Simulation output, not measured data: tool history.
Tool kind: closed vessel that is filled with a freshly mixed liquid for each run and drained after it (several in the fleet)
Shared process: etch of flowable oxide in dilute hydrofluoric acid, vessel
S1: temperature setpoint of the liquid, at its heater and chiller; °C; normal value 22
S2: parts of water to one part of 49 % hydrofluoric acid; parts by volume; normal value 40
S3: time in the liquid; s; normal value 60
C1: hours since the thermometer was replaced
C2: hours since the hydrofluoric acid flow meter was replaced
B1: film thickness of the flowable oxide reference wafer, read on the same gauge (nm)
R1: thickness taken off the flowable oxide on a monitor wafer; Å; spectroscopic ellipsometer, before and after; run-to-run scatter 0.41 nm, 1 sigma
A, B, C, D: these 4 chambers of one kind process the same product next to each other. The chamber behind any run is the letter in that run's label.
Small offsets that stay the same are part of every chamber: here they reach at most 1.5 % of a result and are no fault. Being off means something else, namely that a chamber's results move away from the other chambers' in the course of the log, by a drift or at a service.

run   hour    S1  S2  S3      C1     C2      B1      R1
 1D    8.6    22  40  60   854.7  238.6  99.987   489.6
 2C   16.1    22  40  60   255.6  667.2     100  497.36
 3B   26.1    22  40  60   431.7  580.6  99.989  479.54
 4A   35.3    22  40  60  1444.4   85.9  100.04  481.14
 5B   42.8    22  40  60   448.4  597.3  100.02  478.65
 6A   48.6    22  40  60  1457.7   99.2  99.944  480.87
 7D   57.2    24  40  30   903.3  287.2  100.03  265.91
 8C   67.1    24  40  30   306.6  718.2  99.982  265.49
 9A   76.5    24  40  30  1485.6  127.1     100  262.94
10D   85.3    24  40  30   931.4  315.3  99.986  270.69
11C   91.1    22  40  75   330.6  742.2   99.99  611.18
12B   98.3    22  40  75   503.9  652.8  100.02  603.35
13D    108    22  40  75   954.1    338  100.01  622.49
14B  117.3    22  40  75   522.9  671.8  100.01  601.43
15C  126.5    22  40  60     366  777.6  100.02  488.69
16A  135.9    22  40  60    1545  186.5  99.999   481.8
17A    143    22  50  60  1552.1  193.6     100  376.52
18B  150.7    22  50  60   556.3  705.2  100.01   381.6
19C  159.3    22  50  60   398.8  810.4  99.979  385.69
20D  165.4    22  50  60  1011.5  395.4     100  387.34
21C  172.2    20  30  60   411.7  823.3   99.99  607.67
22B  182.1    20  30  60   587.7  736.6  99.967  595.48
23D  190.8    20  30  60  1036.9  420.8  100.04  609.26
24A  198.5    20  30  60  1607.6  249.1  99.994  599.64
25A  203.6    22  40  35  1612.7  254.2  100.02  280.77
26B  212.3    22  40  35   617.9  766.8  99.973  280.68
27C  218.8    22  40  35   458.3  869.9  100.02  288.14
28D  224.7    22  40  35  1070.8  454.7  99.998  287.26
29A  233.8  24.5  45  60  1642.9  284.4     100  475.37
30C  240.4  24.5  45  60   479.9  891.5  100.04  483.81
31B  247.5  24.5  45  60   653.1    802  99.993  480.34
32D  257.6  24.5  45  60  1103.7  487.6  100.04  480.71
33C  266.5    22  40  60     506  917.6  99.989  490.19
34A  275.4    22  55  60  1684.5    326  99.976   341.9
     278.8  -- chamber B: thermometer replaced
35B  283.7    22  55  60       5  838.2  100.02  344.15
36D  291.9    22  55  60    1138  521.9  99.975  349.31
37C  298.6    22  55  60   538.1  949.7  99.974  348.53
38D  303.4    22  40  60  1149.5  533.4  99.991  490.82
39B  308.5    22  40  60    29.8    863  99.972  484.63

One chamber off, gauge drift, or nothing amiss beyond the chambers' own small offsets? If it is a chamber, which one, and what is the likeliest cause?

Neither any chamber nor the gauge drifts; the chambers differ only by their own small, steady offsets.
